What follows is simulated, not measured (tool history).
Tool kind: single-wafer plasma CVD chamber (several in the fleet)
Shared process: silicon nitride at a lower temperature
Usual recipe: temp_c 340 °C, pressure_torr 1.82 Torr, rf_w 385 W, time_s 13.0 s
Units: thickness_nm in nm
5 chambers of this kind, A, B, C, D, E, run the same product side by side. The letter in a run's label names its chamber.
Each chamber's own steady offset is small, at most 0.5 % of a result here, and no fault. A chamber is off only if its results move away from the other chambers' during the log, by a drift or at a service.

| run | hour | temp_c | pressure_torr | rf_w | time_s | read-back reference wafer on the same gauge, thickness_nm | thickness_nm |
|---|---|---|---|---|---|---|---|
| 1D | 3.5 | 340 | 1.82 | 385 | 13.0 | 18.091 | 18.726 |
| 2A | 6.7 | 340 | 1.82 | 385 | 13.0 | 18.091 | 18.656 |
| 3E | 10.6 | 340 | 1.82 | 385 | 13.0 | 18.101 | 18.768 |
| 4C | 14.9 | 340 | 1.82 | 385 | 13.0 | 18.105 | 18.805 |
| 5B | 17.2 | 340 | 1.82 | 385 | 13.0 | 18.099 | 18.694 |
| 6E | 20.0 | 340 | 2.05 | 385 | 11.6 | 18.098 | 17.194 |
| 7C | 24.1 | 340 | 2.05 | 385 | 11.6 | 18.094 | 17.310 |
| 8A | 27.4 | 340 | 2.05 | 385 | 11.6 | 18.123 | 17.215 |
| 9D | 31.2 | 340 | 2.05 | 385 | 11.6 | 18.099 | 17.249 |
| 10B | 34.3 | 340 | 2.05 | 385 | 11.6 | 18.118 | 17.115 |
| 11D | 36.4 | 340 | 2.06 | 440 | 13.0 | 18.101 | 20.926 |
| 12B | 40.4 | 340 | 2.06 | 440 | 13.0 | 18.095 | 20.877 |
| 13A | 44.7 | 340 | 2.06 | 440 | 13.0 | 18.085 | 21.010 |
| 14C | 46.8 | 340 | 2.06 | 440 | 13.0 | 18.098 | 20.796 |
| 15E | 50.5 | 340 | 2.06 | 440 | 13.0 | 18.099 | 20.870 |
| 16A | 54.1 | 340 | 1.82 | 385 | 13.0 | 18.113 | 18.629 |
| 17E | 56.9 | 340 | 1.82 | 385 | 13.0 | 18.098 | 18.612 |
| 18B | 60.9 | 340 | 1.82 | 385 | 13.0 | 18.101 | 18.662 |
| 19D | 65.6 | 340 | 1.82 | 385 | 13.0 | 18.088 | 18.805 |
| 20C | 70.3 | 340 | 1.82 | 385 | 13.0 | 18.101 | 18.469 |
| 21E | 73.4 | 352 | 1.82 | 425 | 13.0 | 18.099 | 19.656 |
| 22D | 75.9 | 352 | 1.82 | 425 | 13.0 | 18.096 | 19.794 |
| 23A | 78.7 | 352 | 1.82 | 425 | 13.0 | 18.103 | 19.876 |
| 24C | 82.7 | 352 | 1.82 | 425 | 13.0 | 18.117 | 19.477 |
| 25B | 84.9 | 352 | 1.82 | 425 | 13.0 | 18.095 | 19.710 |
| 26E | 87.2 | 340 | 1.82 | 385 | 13.0 | 18.095 | 18.666 |
| 27D | 89.9 | 340 | 1.82 | 385 | 13.0 | 18.100 | 18.792 |
| 28A | 93.5 | 340 | 1.82 | 385 | 13.0 | 18.088 | 18.818 |
| 29C | 97.1 | 340 | 1.82 | 385 | 13.0 | 18.096 | 18.205 |
| 30B | 100.6 | 340 | 1.82 | 385 | 13.0 | 18.107 | 18.530 |

What goes on in this fleet: one chamber off, a drifting gauge, or nothing beyond the chambers' own small offsets? Name the chamber and the cause, if any.

Little by little, chamber C moves away from the other chambers.
Cause: delivered RF power below the setpoint (%) = 4.51.

Below are 4 candidate recipes for chamber C's next run, each the usual settings with a change, their results shown as question marks. Which of them brings C's results back in line with what the other chambers give on the usual settings?
In line means no further than this from the other chambers' mean on the usual settings: thickness_nm 0.210 nm
| 31C-1 | 104.1 | 340 | 1.81 | 380 | 12.8 |  | ? |
| 31C-2 | 104.1 | 340 | 1.82 | 385 | 13.3 |  | ? |
| 31C-3 | 104.1 | 340 | 1.82 | 380 | 13.0 |  | ? |
| 31C-4 | 104.1 | 340 | 1.82 | 385 | 13.1 |  | ? |

Other chambers, usual settings, mean: thickness_nm 18.704 nm
| run | thickness_nm |
|---|---|
| 31C-1 | 17.735 |
| 31C-2 | 18.610 |
| 31C-3 | 18.039 |
| 31C-4 | 18.331 |
With 31C-2, the chamber falls back in line with the rest.

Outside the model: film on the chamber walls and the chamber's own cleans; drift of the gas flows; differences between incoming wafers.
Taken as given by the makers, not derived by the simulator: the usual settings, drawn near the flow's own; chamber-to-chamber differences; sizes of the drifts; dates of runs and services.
